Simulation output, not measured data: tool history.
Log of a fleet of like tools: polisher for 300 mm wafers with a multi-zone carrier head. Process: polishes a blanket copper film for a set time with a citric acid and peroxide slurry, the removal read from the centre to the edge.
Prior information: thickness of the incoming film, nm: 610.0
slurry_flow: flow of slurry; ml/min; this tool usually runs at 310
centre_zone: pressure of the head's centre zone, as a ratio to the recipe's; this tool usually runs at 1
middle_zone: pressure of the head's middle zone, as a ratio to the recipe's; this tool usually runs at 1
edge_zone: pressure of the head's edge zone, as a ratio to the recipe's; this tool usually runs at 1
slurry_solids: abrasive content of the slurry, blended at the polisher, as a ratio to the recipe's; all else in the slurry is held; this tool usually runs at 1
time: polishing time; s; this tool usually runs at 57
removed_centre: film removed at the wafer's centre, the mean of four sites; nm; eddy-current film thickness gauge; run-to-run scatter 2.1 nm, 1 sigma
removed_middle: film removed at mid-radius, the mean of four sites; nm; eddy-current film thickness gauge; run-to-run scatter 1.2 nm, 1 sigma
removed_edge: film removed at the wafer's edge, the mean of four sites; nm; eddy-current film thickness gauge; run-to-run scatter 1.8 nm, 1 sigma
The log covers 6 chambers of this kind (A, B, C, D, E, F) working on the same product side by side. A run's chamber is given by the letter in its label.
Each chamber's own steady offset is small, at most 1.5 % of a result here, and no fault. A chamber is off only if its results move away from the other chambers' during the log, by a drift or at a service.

At hour 0.5: chamber D: worn pad replaced by a new one.
At hour 10.3: chamber C: worn pad replaced by a new one.
Run 1C, hour 11.1: usual settings. Result: removed_centre 150 nm, removed_middle 150.99 nm, removed_edge 149.09 nm.
Run 2A, hour 19.9: usual settings. Result: removed_centre 149.17 nm, removed_middle 149.47 nm, removed_edge 147.34 nm.
At hour 25.5: chamber B: worn pad replaced by a new one.
At hour 25.6: chamber A: worn pad replaced by a new one.
Run 3B, hour 32.4: usual settings. Result: removed_centre 151.01 nm, removed_middle 152.17 nm, removed_edge 148.96 nm.
Run 4F, hour 40.7: usual settings. Result: removed_centre 148.85 nm, removed_middle 149.28 nm, removed_edge 147.97 nm.
Run 5E, hour 49.1: usual settings. Result: removed_centre 149.43 nm, removed_middle 148.11 nm, removed_edge 149.45 nm.
Run 6D, hour 55.7: usual settings. Result: removed_centre 150.82 nm, removed_middle 150.09 nm, removed_edge 149.44 nm.
At hour 61.2: chamber F: worn pad replaced by a new one.
Run 7D, hour 62.2: usual settings. Result: removed_centre 146.07 nm, removed_middle 150.65 nm, removed_edge 152.51 nm.
At hour 69.9: chamber D: worn pad replaced by a new one.
Run 8B, hour 73.3: usual settings. Result: removed_centre 150.99 nm, removed_middle 151.41 nm, removed_edge 147.65 nm.
At hour 76: chamber B: edge zone pressure recalibrated.
At hour 78.6: chamber E: worn pad replaced by a new one.
Run 9F, hour 82.1: usual settings. Result: removed_centre 150.53 nm, removed_middle 148.73 nm, removed_edge 144.62 nm.
At hour 87.1: chamber D: slurry nozzle cleaned.
Run 10E, hour 90.9: usual settings. Result: removed_centre 154.1 nm, removed_middle 148.34 nm, removed_edge 150.82 nm.
At hour 94.1: chamber A: worn pad replaced by a new one.
At hour 98.1: chamber B: worn pad replaced by a new one.
Run 11C, hour 99.6: usual settings. Result: removed_centre 143.26 nm, removed_middle 150.09 nm, removed_edge 147.03 nm.
At hour 102.6: chamber C: worn pad replaced by a new one.
At hour 105.6: chamber F: centre zone pressure recalibrated.
Run 12A, hour 107.4: usual settings but centre_zone 0.91. Result: removed_centre 135.21 nm, removed_middle 145.59 nm, removed_edge 146.19 nm.
Run 13E, hour 115.6: usual settings but centre_zone 0.91. Result: removed_centre 139.46 nm, removed_middle 149.8 nm, removed_edge 149.19 nm.
At hour 118.6: chamber B: slurry nozzle cleaned.
At hour 119.5: chamber E: slurry nozzle cleaned.
Run 14D, hour 127.7: usual settings but centre_zone 0.91. Result: removed_centre 129.19 nm, removed_middle 148.78 nm, removed_edge 148.35 nm.
Run 15C, hour 134.3: usual settings but centre_zone 0.91. Result: removed_centre 135.76 nm, removed_middle 149.59 nm, removed_edge 151.21 nm.
Run 16A, hour 145.2: usual settings but centre_zone 0.91. Result: removed_centre 129.61 nm, removed_middle 148.11 nm, removed_edge 149.89 nm.
At hour 151: chamber D: worn pad replaced by a new one.
Run 17F, hour 152.2: usual settings but centre_zone 0.91. Result: removed_centre 132.23 nm, removed_middle 148.01 nm, removed_edge 147.5 nm.
Run 18B, hour 160.1: usual settings. Result: removed_centre 151.43 nm, removed_middle 148.16 nm, removed_edge 151.53 nm.
At hour 165.8: chamber A: worn pad replaced by a new one.
Run 19D, hour 170.2: usual settings. Result: removed_centre 141.06 nm, removed_middle 149.94 nm, removed_edge 148.5 nm.
At hour 170.5: chamber D: edge zone pressure recalibrated.
At hour 173.1: chamber E: worn pad replaced by a new one.
At hour 175.9: chamber F: worn pad replaced by a new one.
Run 20E, hour 176.9: usual settings. Result: removed_centre 156.99 nm, removed_middle 150.84 nm, removed_edge 147.83 nm.
At hour 177.2: chamber B: worn pad replaced by a new one.
At hour 179.7: chamber A: edge zone pressure recalibrated.
Run 21C, hour 187.7: usual settings. Result: removed_centre 150.4 nm, removed_middle 148.99 nm, removed_edge 148.93 nm.
Run 22A, hour 199.3: usual settings. Result: removed_centre 146.8 nm, removed_middle 148.91 nm, removed_edge 150.11 nm.
At hour 202.8: chamber C: centre zone pressure recalibrated.
Run 23F, hour 207.8: usual settings. Result: removed_centre 146.3 nm, removed_middle 149.55 nm, removed_edge 147.96 nm.
At hour 210.2: chamber C: worn pad replaced by a new one.
Run 24B, hour 214.5: usual settings. Result: removed_centre 152.78 nm, removed_middle 150.11 nm, removed_edge 149.32 nm.
At hour 217.8: chamber D: worn pad replaced by a new one.
At hour 220.8: chamber E: centre zone pressure recalibrated.
Run 25F, hour 221.6: usual settings but slurry_flow 370 ml/min, centre_zone 1.11. Result: removed_centre 167.13 nm, removed_middle 150.09 nm, removed_edge 147.64 nm.
Run 26A, hour 230.7: usual settings but slurry_flow 370 ml/min, centre_zone 1.11. Result: removed_centre 166.43 nm, removed_middle 149.12 nm, removed_edge 150.68 nm.
At hour 235.9: chamber A: worn pad replaced by a new one.
Run 27C, hour 241: usual settings but slurry_flow 370 ml/min, centre_zone 1.11. Result: removed_centre 169.81 nm, removed_middle 149.46 nm, removed_edge 151.51 nm.
At hour 246.9: chamber B: worn pad replaced by a new one.
Run 28D, hour 247.9: usual settings but slurry_flow 370 ml/min, centre_zone 1.11. Result: removed_centre 159.23 nm, removed_middle 153.47 nm, removed_edge 154.65 nm.
At hour 249.8: chamber E: worn pad replaced by a new one.
At hour 254.1: chamber F: slurry nozzle cleaned.
At hour 255.3: chamber B: centre zone pressure recalibrated.
Run 29B, hour 261.1: usual settings but slurry_flow 370 ml/min, centre_zone 1.11. Result: removed_centre 172.17 nm, removed_middle 153.42 nm, removed_edge 152.33 nm.
At hour 272.6: chamber A: centre zone pressure recalibrated.
Run 30E, hour 274.4: usual settings but slurry_flow 370 ml/min, centre_zone 1.11. Result: removed_centre 172.12 nm, removed_middle 151.59 nm, removed_edge 151.92 nm.
At hour 281.7: chamber F: worn pad replaced by a new one.
Run 31F, hour 283: usual settings. Result: removed_centre 149.58 nm, removed_middle 148.9 nm, removed_edge 147.27 nm.
Run 32B, hour 290.9: usual settings but centre_zone 0.95, time 51 s. Result: removed_centre 132.19 nm, removed_middle 135.25 nm, removed_edge 131.13 nm.
At hour 294.7: chamber D: worn pad replaced by a new one.
Run 33D, hour 302: usual settings but centre_zone 0.95, time 51 s. Result: removed_centre 116.83 nm, removed_middle 135.78 nm, removed_edge 131.99 nm.
At hour 306.3: chamber C: worn pad replaced by a new one.
At hour 309.1: chamber A: worn pad replaced by a new one.
At hour 313.6: chamber B: worn pad replaced by a new one.
Run 34C, hour 316.2: usual settings but centre_zone 0.95, time 51 s. Result: removed_centre 126.32 nm, removed_middle 135.05 nm, removed_edge 133 nm.
At hour 327.3: chamber B: slurry nozzle cleaned.
Run 35E, hour 330.7: usual settings but centre_zone 0.95, time 51 s. Result: removed_centre 125.92 nm, removed_middle 133.86 nm, removed_edge 135.52 nm.
Run 36A, hour 342.5: usual settings but centre_zone 0.95, time 51 s. Result: removed_centre 125.59 nm, removed_middle 132.32 nm, removed_edge 133.16 nm.
Run 37B, hour 354.8: usual settings but centre_zone 0.95, time 51 s. Result: removed_centre 123.97 nm, removed_middle 133.22 nm, removed_edge 131.65 nm.

All 6 chambers run these settings next. Forecast each chamber's results:
Run 38A, hour 365.3: usual settings but edge_zone 1.04. Result: removed_centre ?, removed_middle ?, removed_edge ?.
Run 38B, hour 365.3: usual settings but edge_zone 1.04. Result: removed_centre ?, removed_middle ?, removed_edge ?.
Run 38C, hour 365.3: usual settings but edge_zone 1.04. Result: removed_centre ?, removed_middle ?, removed_edge ?.
Run 38D, hour 365.3: usual settings but edge_zone 1.04. Result: removed_centre ?, removed_middle ?, removed_edge ?.
Run 38E, hour 365.3: usual settings but edge_zone 1.04. Result: removed_centre ?, removed_middle ?, removed_edge ?.
Run 38F, hour 365.3: usual settings but edge_zone 1.04. Result: removed_centre ?, removed_middle ?, removed_edge ?.

run  removed_centre  removed_middle  removed_edge
38A          146.34           149.5         149.9
38B          148.81          151.56        149.78
38C          145.68          150.98        152.98
38D          134.15          150.05        155.78
38E          148.91          148.21        145.84
38F           145.9           149.8        152.75
